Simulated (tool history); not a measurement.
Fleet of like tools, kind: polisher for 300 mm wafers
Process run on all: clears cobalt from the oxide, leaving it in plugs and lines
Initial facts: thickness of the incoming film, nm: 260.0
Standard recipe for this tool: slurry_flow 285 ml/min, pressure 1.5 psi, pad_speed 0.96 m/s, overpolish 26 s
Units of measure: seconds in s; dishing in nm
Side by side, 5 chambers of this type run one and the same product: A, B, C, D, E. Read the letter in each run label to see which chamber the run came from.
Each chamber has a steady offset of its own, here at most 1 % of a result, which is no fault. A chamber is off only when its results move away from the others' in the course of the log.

run   hour  slurry_flow  pressure  pad_speed  overpolish  wafers polished on this pad  hours since the slurry nozzle was cleaned  hours since the head pressure was calibrated  seconds  dishing
 1C    4.6          285       1.5       0.96          26                          727                                      401.4                                         709.1   83.187   46.246
       7.2  -- chamber C: worn pad replaced by a new one
 2B    9.4          285       1.5       0.96          26                          514                                       16.9                                         125.5   81.778   44.774
 3E   14.5          285       1.5       0.96          26                          287                                      582.5                                         208.0   80.733   45.308
 4A   22.0          285       1.5       0.96          26                          713                                      132.9                                         760.6   81.944   45.520
 5D   30.4          285       1.5       0.96          26                          418                                      148.3                                         934.6   79.800   46.263
 6B   35.8          285       1.5       0.96          26                          719                                       43.3                                         151.9   82.112   47.611
 7C   44.2          285       1.5       0.96          26                          287                                      441.0                                         748.7   79.332   44.203
 8E   51.5          285       1.5       0.96          26                          574                                      619.5                                         245.0   80.254   44.515
 9A   55.6          285       1.5       0.96          26                          973                                      166.5                                         794.2   80.662   45.683
10D   62.0          285       1.5       0.96          26                          663                                      179.9                                         966.2   81.605   45.560
11C   69.4          285       1.5       0.96          26                          482                                      466.2                                         773.9   81.614   46.134
      75.4  -- chamber C: slurry nozzle cleaned
12A   77.2          285       1.5       0.96          26                         1141                                      188.1                                         815.8   80.486   45.845
      82.1  -- chamber C: head pressure recalibrated
13E   83.3          285       1.5       0.96          26                          820                                      651.3                                         276.8   82.500   44.574
      84.0  -- chamber E: worn pad replaced by a new one
      85.0  -- chamber A: worn pad replaced by a new one
14B   87.9          285       1.5       0.96          26                         1123                                       95.4                                         204.0   82.414   45.329
      91.8  -- chamber B: worn pad replaced by a new one
15D   94.0          285       1.5       0.96          26                          911                                      211.9                                         998.2   82.819   44.563
16E   98.8          285       1.5       0.96          26                          115                                      666.8                                         292.3   80.674   46.459
17A  102.6          285       1.5       0.96          26                          136                                      213.5                                         841.2   82.456   46.271
18D  107.6          285       1.5       0.96          26                         1016                                      225.5                                        1011.8   79.930   45.754
19B  114.0          285       1.5       0.96          26                          172                                      121.5                                         230.1   81.431   45.716
     118.1  -- chamber C: worn pad replaced by a new one
20C  119.5          285       1.5       0.96          26                           11                                       44.1                                          37.4   91.367   42.406
21B  123.8          285       1.5       0.96          26                          248                                      131.3                                         239.9   84.119   45.399
     127.6  -- chamber A: slurry nozzle cleaned
22A  132.2          285       1.5       0.96          26                          366                                        4.6                                         870.8   81.725   46.188
23D  138.2          285       1.5       0.96          26                         1254                                      256.1                                        1042.4   83.112   46.464
     140.7  -- chamber D: worn pad replaced by a new one
24C  143.4          285       1.5       0.96          26                          196                                       68.0                                          61.3   92.323   41.939
25E  147.2          205       1.1       0.96          26                          490                                      715.2                                         340.7  117.870   37.638
26B  151.4          205       1.1       0.96          26                          462                                      158.9                                         267.5  120.940   37.495
     152.0  -- chamber D: slurry nozzle cleaned
27D  159.9          205       1.1       0.96          26                          148                                        7.9                                        1064.1  113.070   37.843
28E  164.3          205       1.1       0.96          26                          622                                      732.3                                         357.8  119.110   37.353
29A  172.7          205       1.1       0.96          26                          680                                       45.1                                         911.3  118.980   37.926
30C  181.1          285       1.5       0.96          26                          488                                      105.7                                          99.0   92.735   43.357
31C  188.4          285       1.5       0.96          26                          545                                      113.0                                         106.3   93.445   43.225
     191.5  -- chamber E: worn pad replaced by a new one
32D  194.5          285       1.5       0.96          37                          417                                       42.5                                        1098.7   80.927   52.853
33B  199.5          285       1.5       0.96          37                          835                                      207.0                                         315.6   83.607   52.956
34E  207.6          285       1.5       0.96          37                          125                                      775.6                                         401.1   80.587   53.092
     212.5  -- chamber E: slurry nozzle cleaned
35A  214.3          285       1.5       0.96          37                         1002                                       86.7                                         952.9   82.591   52.837
36A  220.2          285       1.5       0.96          37                         1048                                       92.6                                         958.8   79.610   54.763
37B  227.9          285       1.5       0.96          26                         1055                                      235.4                                         344.0   82.259   46.185
38C  232.4          285       1.5       0.96          26                          886                                      157.0                                         150.3   93.188   42.940
39D  238.8          285       1.5       0.96          26                          760                                       86.8                                        1143.0   82.369   46.146
     243.0  -- chamber B: worn pad replaced by a new one
40E  243.0          285       1.5       0.96          26                          399                                       30.6                                         436.5   80.775   45.770
41D  248.6          285       1.5       0.96          26                          836                                       96.6                                        1152.8   81.233   45.956
42B  253.2          285       1.5       0.96          26                           79                                      260.7                                         369.3   79.327   44.675
43E  256.9          285       1.5       0.96          26                          507                                       44.5                                         450.4   83.189   46.283
44A  264.1          285       1.5       0.96          26                         1388                                      136.5                                        1002.7   82.706   44.943

Is one chamber out of step, is the gauge drifting, or do the chambers differ by no more than their own small offsets? For an off chamber, give its letter and the likeliest cause.

Chamber C came out of a service off from its peers and stayed that way.
Most likely cause: head's pressure below its setpoint, % = 11.7.

Here are 4 candidates for chamber C's next run, each the usual settings with a change, their results left as question marks. Which one brings its results back in line with what the others give on the usual settings?
In line means no further than this from the other chambers' mean on the usual settings: seconds 5.500 s; dishing 2.400 nm
45C-1  270.3          280       1.3       0.84          27                                                                                                                              ?        ?
45C-2  270.3          285       1.6       1.04          26                                                                                                                              ?        ?
45C-3  270.3          285       1.4       0.88          26                                                                                                                              ?        ?
45C-4  270.3          290       1.7       1.10          25                                                                                                                              ?        ?

The mean the other chambers reach with the usual settings: seconds 81.747 s; dishing 45.800 nm
  run  seconds  dishing
45C-1  124.470   37.362
45C-2   81.987   45.980
45C-3  110.300   39.256
45C-4   72.914   47.652
45C-2 brings the chamber back in line.
